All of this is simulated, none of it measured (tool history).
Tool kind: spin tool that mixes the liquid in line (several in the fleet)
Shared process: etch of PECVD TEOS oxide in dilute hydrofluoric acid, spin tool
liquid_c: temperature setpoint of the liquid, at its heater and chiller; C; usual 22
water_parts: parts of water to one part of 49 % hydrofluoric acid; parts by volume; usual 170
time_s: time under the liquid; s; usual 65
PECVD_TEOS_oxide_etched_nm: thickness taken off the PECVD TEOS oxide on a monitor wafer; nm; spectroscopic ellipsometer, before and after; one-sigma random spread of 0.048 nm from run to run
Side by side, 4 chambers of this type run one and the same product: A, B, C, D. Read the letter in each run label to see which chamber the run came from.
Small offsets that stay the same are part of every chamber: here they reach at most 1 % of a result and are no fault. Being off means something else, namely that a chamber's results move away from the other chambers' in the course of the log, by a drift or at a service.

run,hour,liquid_c,water_parts,time_s,hours since the thermometer was replaced,hours since the hydrofluoric acid flow meter was replaced,"read-back film thickness of the PECVD TEOS oxide reference wafer, read on the same gauge (nm)",PECVD_TEOS_oxide_etched_nm
1C,8.2,22,170,65,1737.4,1410.2,100.01,8.9657
2A,17.8,22,170,65,973.9,354.1,99.98,9.0894
3D,25.4,22,170,65,1427.5,509.6,100,9.0431
4B,38.2,22,170,65,560.8,591.5,99.996,9.0223
# hour 43.8: chamber B: thermometer replaced
5C,51,22,170,65,1780.2,1453,100.01,9.0164
6A,65.1,22,250,65,1021.2,401.4,100.01,5.6606
7B,76,22,250,65,32.2,629.3,100.03,5.6527
8D,88.7,22,250,65,1490.8,572.9,99.997,5.6983
9D,102,22,250,65,1504.1,586.2,100,5.6634
10A,115.9,22,170,65,1072,452.2,100.04,9.0868
11C,128.8,22,245,65,1858,1530.8,100.01,5.7845
12B,138.7,22,245,65,94.9,692,99.983,5.8378
# hour 143.3: chamber C: hydrofluoric acid flow meter replaced
13C,152.4,22,245,65,1881.6,9.2,100,5.8321
14D,160.9,22,245,65,1563,645.1,99.982,5.7791
15A,169.4,22,170,65,1125.5,505.7,99.98,9.2001
16B,178.1,22,170,65,134.3,731.4,100,9.1161
17D,186.3,22,170,65,1588.4,670.5,99.943,8.9869
# hour 190.7: chamber D: hydrofluoric acid flow meter replaced
18C,195.7,22,170,65,1924.9,52.5,99.977,8.9372
# hour 195.9: chamber C: thermometer replaced
19A,208.4,22,170,65,1164.5,544.7,99.977,9.1234
20B,218.3,22,170,65,174.5,771.6,99.984,9.123
21D,225,22,170,65,1627.1,34.3,99.991,8.9765
22B,232.5,22,170,65,188.7,785.8,100.01,8.9935
23A,242,22,170,65,1198.1,578.3,99.987,9.4037
24C,254.3,20.5,170,65,58.5,111.1,100.02,8.4782
25D,264.3,20.5,170,65,1666.4,73.6,100,8.5012
26B,275.9,20.5,170,65,232.1,829.2,99.999,8.4759
27A,287.1,20.5,170,65,1243.2,623.4,99.992,8.9173
28C,300.4,22,170,65,104.6,157.2,100,9.0327
29D,311.6,24.5,170,65,1713.7,120.9,100.02,9.9833
30C,324.8,24.5,170,65,129,181.6,99.955,9.8887
31A,338.7,24.5,170,65,1294.8,675,100.02,10.455
32B,345.5,24.5,170,65,301.7,898.8,100,9.9381

Has any chamber moved away from the others, gradually or after a service, or does the common gauge drift, or do the chambers differ only by their own small steady offsets? State the chamber and the most likely cause if one applies.

Chamber A drifts away from the others.
Most likely cause: liquid hotter than its thermometer reads (K) = 1.59.
The log may not separate it from: hydrofluoric acid flow above the setpoint (%).

Chamber A could run next with any of the 4 candidate recipes listed below; each alters the usual settings, and their results appear as question marks. Which one brings its results back in line with what the other chambers deliver on the usual settings?
A result is in line if it is within this distance of the other chambers' mean on the usual settings: PECVD_TEOS_oxide_etched_nm 0.17 nm
33A-1,355.9,22,180,65,,,,?
33A-2,355.9,22,160,65,,,,?
33A-3,355.9,22,180,60,,,,?
33A-4,355.9,22,160,70,,,,?

The mean the other chambers reach with the usual settings: PECVD_TEOS_oxide_etched_nm 9.0139 nm
run,PECVD_TEOS_oxide_etched_nm
33A-1,8.9696
33A-2,10.338
33A-3,8.2797
33A-4,11.133
33A-1 puts the chamber back in line with the other chambers.

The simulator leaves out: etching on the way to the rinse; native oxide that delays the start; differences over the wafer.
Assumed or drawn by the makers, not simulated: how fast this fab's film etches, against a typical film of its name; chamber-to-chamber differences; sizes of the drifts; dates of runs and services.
